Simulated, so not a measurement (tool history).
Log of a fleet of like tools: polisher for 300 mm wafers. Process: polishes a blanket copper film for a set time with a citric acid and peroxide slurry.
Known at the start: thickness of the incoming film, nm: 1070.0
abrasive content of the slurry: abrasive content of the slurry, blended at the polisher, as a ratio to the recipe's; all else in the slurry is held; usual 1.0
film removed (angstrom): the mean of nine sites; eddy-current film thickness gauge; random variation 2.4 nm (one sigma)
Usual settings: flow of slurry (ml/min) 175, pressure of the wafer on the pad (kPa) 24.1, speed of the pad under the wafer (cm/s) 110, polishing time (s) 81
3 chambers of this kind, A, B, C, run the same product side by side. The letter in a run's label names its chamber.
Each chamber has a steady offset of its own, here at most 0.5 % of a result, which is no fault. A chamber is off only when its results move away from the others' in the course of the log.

run   hour  flow of slurry (ml/min)  pressure of the wafer on the pad (kPa)  speed of the pad under the wafer (cm/s)  abrasive content of the slurry  polishing time (s)  film removed (angstrom)
       7.1  -- chamber B: slurry blender recalibrated
 1C    7.4                      175                                    24.1                                      110                             1.0                  81                   2486.3
      13.6  -- chamber A: worn pad replaced by a new one
 2A   15.5                      175                                    24.1                                      110                             1.0                  81                   2459.8
 3B   20.5                      175                                    24.1                                      110                             1.0                  81                   2460.6
 4B   29.4                      175                                    24.1                                      110                             1.0                  81                   2476.1
 5A   35.7                      175                                    24.1                                      110                             1.0                  81                   2445.0
      36.9  -- chamber B: worn pad replaced by a new one
      39.5  -- chamber C: worn pad replaced by a new one
 6C   44.4                      175                                    24.1                                      110                             1.0                  81                   2426.2
      52.5  -- chamber A: slurry blender recalibrated
 7A   53.7                      175                                    24.1                                      110                             1.0                  81                   2460.7
 8B   64.0                      125                                    24.1                                      110                             1.0                  81                   2379.2
 9C   71.4                      125                                    24.1                                      110                             1.0                  81                   2314.7
10A   78.5                      125                                    24.1                                      110                             1.0                  81                   2302.8
      82.1  -- chamber A: slurry nozzle cleaned
11C   88.8                      175                                    24.1                                      110                             1.0                  81                   2439.2
12B   95.8                      175                                    24.1                                      110                             1.0                  81                   2489.1
13A  106.1                      175                                    24.1                                      110                             1.0                  81                   2498.5
14C  114.0                      175                                    24.1                                      110                             1.0                  81                   2466.8
15B  119.1                      175                                    24.1                                      110                             1.0                  81                   2432.7
     120.8  -- chamber B: worn pad replaced by a new one
     124.9  -- chamber A: worn pad replaced by a new one
16B  126.4                      175                                    24.1                                      110                             1.0                  81                   2484.5
17A  137.8                      175                                    24.1                                      110                             1.0                  81                   2461.9
     141.4  -- chamber C: worn pad replaced by a new one
18C  149.5                      175                                    24.1                                      110                             1.0                  81                   2427.7
19B  160.1                      175                                    24.1                                      110                             1.0                  81                   2486.3
20C  167.3                      175                                    20.7                                      110                             1.1                  81                   2151.1
21A  178.7                      175                                    20.7                                      110                             1.1                  81                   2151.1
22B  184.5                      175                                    20.7                                      110                             1.1                  81                   2167.3
23A  192.8                      175                                    24.1                                      110                             1.0                  81                   2478.5

Next, every chamber runs the same settings. What will each give?
24A  201.1                      175                                    24.1                                      110                             1.0                  81                        ?
24B  201.1                      175                                    24.1                                      110                             1.0                  81                        ?
24C  201.1                      175                                    24.1                                      110                             1.0                  81                        ?

run  film removed (angstrom)
24A                   2483.3
24B                   2441.3
24C                   2470.5
